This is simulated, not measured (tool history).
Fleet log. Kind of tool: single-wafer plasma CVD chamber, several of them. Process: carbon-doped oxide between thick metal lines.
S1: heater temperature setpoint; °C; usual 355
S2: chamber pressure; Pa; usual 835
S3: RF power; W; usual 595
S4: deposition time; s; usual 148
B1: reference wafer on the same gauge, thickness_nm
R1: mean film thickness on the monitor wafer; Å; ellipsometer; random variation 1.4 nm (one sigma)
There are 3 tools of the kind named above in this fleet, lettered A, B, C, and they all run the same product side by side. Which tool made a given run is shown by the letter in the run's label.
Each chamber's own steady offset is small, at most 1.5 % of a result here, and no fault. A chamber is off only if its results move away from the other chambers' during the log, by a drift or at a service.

Run 1C, hour 11.8: usual settings; B1 937.23. Result: R1 8411.9 Å.
Run 2B, hour 21.8: usual settings; B1 936.83. Result: R1 8330.8 Å.
Run 3A, hour 30.4: usual settings; B1 937.76. Result: R1 8453.1 Å.
Run 4B, hour 40: usual settings; B1 938.03. Result: R1 8339.9 Å.
Run 5C, hour 51.2: usual settings but S2 899 Pa; B1 938.36. Result: R1 8491.3 Å.
Run 6A, hour 59.3: usual settings but S2 899 Pa; B1 938.69. Result: R1 8497.3 Å.
Run 7A, hour 71.2: usual settings but S2 899 Pa; B1 938.14. Result: R1 8480 Å.
Run 8C, hour 82.3: usual settings; B1 938.49. Result: R1 8441.2 Å.
Run 9B, hour 91: usual settings; B1 938.73. Result: R1 8356.1 Å.
Run 10B, hour 100.8: usual settings; B1 939.2. Result: R1 8366.2 Å.
Run 11A, hour 109.1: usual settings; B1 939.05. Result: R1 8445.1 Å.
Run 12C, hour 118.3: usual settings; B1 939.02. Result: R1 8424.5 Å.
Run 13C, hour 129.8: usual settings; B1 939.76. Result: R1 8431.5 Å.
Run 14B, hour 140.9: usual settings; B1 939.32. Result: R1 8344.7 Å.
Run 15A, hour 148.7: usual settings; B1 939.99. Result: R1 8451.7 Å.
Run 16A, hour 160.8: usual settings; B1 940.56. Result: R1 8459.7 Å.
Run 17C, hour 172.2: usual settings; B1 940.58. Result: R1 8443 Å.
Run 18B, hour 177.8: usual settings; B1 940.38. Result: R1 8370.1 Å.
Run 19B, hour 187.6: usual settings; B1 940.97. Result: R1 8354.1 Å.
Run 20C, hour 197.4: usual settings; B1 941.34. Result: R1 8453.1 Å.
Run 21A, hour 207.1: usual settings; B1 941.25. Result: R1 8458.4 Å.
Run 22B, hour 217.7: usual settings; B1 941.53. Result: R1 8339 Å.
Run 23A, hour 226.8: usual settings; B1 941.96. Result: R1 8473.9 Å.
Run 24C, hour 235.7: usual settings; B1 941.65. Result: R1 8447.9 Å.
Run 25C, hour 241.9: usual settings; B1 942.06. Result: R1 8450.8 Å.
Run 26B, hour 248.2: usual settings; B1 942.22. Result: R1 8349.1 Å.
Run 27A, hour 254: usual settings but S2 711 Pa; B1 942.07. Result: R1 8284.7 Å.
Run 28C, hour 264: usual settings but S2 711 Pa; B1 942.4. Result: R1 8272.8 Å.
Run 29A, hour 275.5: usual settings but S2 711 Pa; B1 942.7. Result: R1 8291.8 Å.
Run 30B, hour 285.4: usual settings; B1 943.11. Result: R1 8366.4 Å.
Run 31C, hour 293.9: usual settings; B1 942.76. Result: R1 8452.1 Å.
Run 32A, hour 305: usual settings; B1 943.28. Result: R1 8467.9 Å.
Run 33B, hour 311.3: usual settings; B1 943.33. Result: R1 8353.6 Å.
Run 34B, hour 320: usual settings; B1 943.05. Result: R1 8388.2 Å.

Each of the 3 chambers runs these same settings next. Fill in every chamber's results:
Run 35A, hour 329: usual settings but S4 160 s. Result: R1 ?.
Run 35B, hour 329: usual settings but S4 160 s. Result: R1 ?.
Run 35C, hour 329: usual settings but S4 160 s. Result: R1 ?.

run      R1
35A  9143.6
35B  9058.9
35C    9151
